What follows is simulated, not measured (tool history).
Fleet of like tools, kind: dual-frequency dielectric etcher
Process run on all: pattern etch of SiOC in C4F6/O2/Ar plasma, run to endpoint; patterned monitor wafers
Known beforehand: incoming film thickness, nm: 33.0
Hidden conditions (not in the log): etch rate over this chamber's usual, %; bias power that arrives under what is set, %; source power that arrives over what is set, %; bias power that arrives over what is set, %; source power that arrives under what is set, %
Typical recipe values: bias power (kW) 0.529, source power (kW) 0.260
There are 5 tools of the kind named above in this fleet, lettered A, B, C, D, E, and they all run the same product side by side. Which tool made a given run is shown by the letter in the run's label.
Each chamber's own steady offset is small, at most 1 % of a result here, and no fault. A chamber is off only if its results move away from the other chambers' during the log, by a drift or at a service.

run     day  bias power (kW)  source power (kW)  hours since the last wet clean  hours since the last bias power generator calibration  hours since the last source power generator calibration  endpoint time (s)
 1D   0.233            0.529              0.260                           403.2                                                 2415.3                                                   3749.2             12.846
 2C   0.646            0.529              0.260                           232.8                                                   58.1                                                    749.7             12.632
 3A   0.917            0.529              0.260                           211.0                                                 2017.4                                                   3210.7             12.761
 4E   1.179            0.529              0.260                            66.3                                                  172.1                                                   3790.3             12.699
 5B   1.562            0.529              0.260                           389.2                                                   49.9                                                   1484.7             12.879
 6B   1.933            0.529              0.260                           398.1                                                   58.8                                                   1493.6             12.712
 7D   2.200            0.529              0.260                           450.4                                                 2462.5                                                   3796.4             12.803
 8A   2.533            0.529              0.260                           249.8                                                 2056.2                                                   3249.5             12.636
 9C   2.867            0.529              0.260                           286.1                                                  111.4                                                    803.0             12.604
10E   3.129            0.529              0.260                           113.1                                                  218.9                                                   3837.1             12.683
11D   3.388            0.529              0.260                           478.9                                                 2491.0                                                   3824.9             12.805
12C   3.612            0.529              0.260                           304.0                                                  129.3                                                    820.9             12.712
13A   3.958            0.529              0.260                           284.0                                                 2090.4                                                   3283.7             12.710
14E   4.246            0.529              0.260                           139.9                                                  245.7                                                   3863.9             12.631
15B   4.638            0.529              0.260                           463.0                                                  123.7                                                   1558.5             12.779
      4.662  -- chamber B: wet clean of the chamber
16D   5.012            0.529              0.220                           517.9                                                 2530.0                                                   3863.9             13.424
17A   5.421            0.529              0.220                           319.1                                                 2125.5                                                   3318.8             13.467
18B   5.792            0.529              0.220                            27.1                                                  151.4                                                   1586.2             13.694
19E   6.158            0.529              0.220                           185.8                                                  291.6                                                   3909.8             13.468
20C   6.379            0.529              0.220                           370.4                                                  195.7                                                    887.3             13.545
21B   6.604            0.529              0.260                            46.6                                                  170.9                                                   1605.7             12.792
22E   6.975            0.529              0.260                           205.4                                                  311.2                                                   3929.4             12.605
23A   7.275            0.529              0.260                           363.6                                                 2170.0                                                   3363.3             12.690
24D   7.508            0.529              0.260                           577.8                                                 2589.9                                                   3923.8             12.516
      7.621  -- chamber A: source power generator calibrated
25C   7.867            0.529              0.260                           406.1                                                  231.4                                                    923.0             12.710
26A   8.108            0.529              0.260                           383.6                                                 2190.0                                                     11.8             12.780
27B   8.446            0.529              0.260                            90.8                                                  215.1                                                   1649.9             12.739
      8.675  -- chamber C: wet clean of the chamber
28E   8.754            0.529              0.260                           248.1                                                  353.9                                                   3972.1             12.675
29D   8.996            0.529              0.260                           613.5                                                 2625.6                                                   3959.5             12.532
30C   9.392            0.529              0.260                            17.2                                                  268.0                                                    959.6             12.641
31B   9.621            0.529              0.200                           119.0                                                  243.3                                                   1678.1             14.117
32C   9.950            0.529              0.200                            30.6                                                  281.4                                                    973.0             13.952
33E  10.238            0.529              0.200                           283.7                                                  389.5                                                   4007.7             13.922
34D  10.446            0.529              0.200                           648.3                                                 2660.4                                                   3994.3             13.587
35A  10.854            0.529              0.200                           449.5                                                 2255.9                                                     77.7             13.992

Each of the 5 chambers runs these same settings next. Fill in every chamber's results:
36A  11.150            0.529              0.260                                                                                                                                                                  ?
36B  11.150            0.529              0.260                                                                                                                                                                  ?
36C  11.150            0.529              0.260                                                                                                                                                                  ?
36D  11.150            0.529              0.260                                                                                                                                                                  ?
36E  11.150            0.529              0.260                                                                                                                                                                  ?

run  endpoint time (s)
36A             12.686
36B             12.840
36C             12.719
36D             12.290
36E             12.628
